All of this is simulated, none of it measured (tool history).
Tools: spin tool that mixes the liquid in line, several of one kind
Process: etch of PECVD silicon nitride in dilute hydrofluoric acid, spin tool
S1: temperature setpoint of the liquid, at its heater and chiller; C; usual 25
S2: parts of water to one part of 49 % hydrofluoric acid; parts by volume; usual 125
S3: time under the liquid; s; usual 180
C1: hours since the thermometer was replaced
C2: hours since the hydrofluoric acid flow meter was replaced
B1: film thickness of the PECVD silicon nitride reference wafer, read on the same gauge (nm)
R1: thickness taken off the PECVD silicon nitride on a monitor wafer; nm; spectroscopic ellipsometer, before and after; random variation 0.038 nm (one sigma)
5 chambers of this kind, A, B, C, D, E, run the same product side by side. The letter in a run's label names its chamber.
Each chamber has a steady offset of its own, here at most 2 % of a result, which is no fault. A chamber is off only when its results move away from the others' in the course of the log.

run,hour,S1,S2,S3,C1,C2,B1,R1
1E,6.8,25,125,180,493.2,326.6,149.99,4.0844
2B,14,25,125,180,622.9,206.1,150,4.1238
3C,24.1,25,125,180,1846.8,2102.2,149.98,4.1381
4D,36.2,25,125,180,206.6,1196.8,150.04,4.0247
5A,47.4,25,125,180,1758.6,192.2,150,4.2509
6D,60,25,125,180,230.4,1220.6,150.05,4.0747
7B,65.8,29.5,125,180,674.7,257.9,150.03,5.3765
8A,77.7,29.5,125,180,1788.9,222.5,149.99,5.597
# hour 86.6: chamber C: hydrofluoric acid flow meter replaced
9E,90.4,29.5,125,180,576.8,410.2,150,5.7714
10C,97.3,29.5,125,180,1920,10.7,150.01,5.4526
11A,103.9,29.5,125,180,1815.1,248.7,149.98,5.5267
12C,113.3,25,125,180,1936,26.7,149.99,4.1337
13B,124.8,25,125,180,733.7,316.9,149.98,4.0509
14D,136.7,25,125,180,307.1,1297.3,149.98,4.0595
15E,148.8,25,125,180,635.2,468.6,150.02,4.3127
16E,156.9,25,125,180,643.3,476.7,150.03,4.3563
17C,162.7,25,125,180,1985.4,76.1,150.04,4.0941
18A,171.2,25,125,240,1882.4,316,149.96,5.6007
19D,183.6,25,125,240,354,1344.2,150.03,5.3994
20B,193,25,125,240,801.9,385.1,149.96,5.3513
21B,204.4,25,125,240,813.3,396.5,150,5.3455
22A,210.8,25,125,240,1922,355.6,150.05,5.5968
23E,223.9,25,125,180,710.3,543.7,150.02,4.4237
24C,235.7,25,125,180,2058.4,149.1,150.04,4.1385
25D,244.4,25,125,180,414.8,1405,150.04,4.0328
26D,256.7,25,125,180,427.1,1417.3,150.01,4.0831
27C,264.5,25,125,180,2087.2,177.9,150.01,4.0891
28B,273.3,23,125,180,882.2,465.4,149.98,3.5496
# hour 282.7: chamber A: thermometer replaced
29E,285.2,23,125,180,771.6,605,149.97,3.9008
30A,292.1,23,125,180,9.4,436.9,150,3.6233

All 5 chambers run these settings next. Forecast each chamber's results:
31A,301.6,25,145,180,,,,?
31B,301.6,25,145,180,,,,?
31C,301.6,25,145,180,,,,?
31D,301.6,25,145,180,,,,?
31E,301.6,25,145,180,,,,?

run,R1
31A,3.6009
31B,3.4891
31C,3.5692
31D,3.4324
31E,3.9527
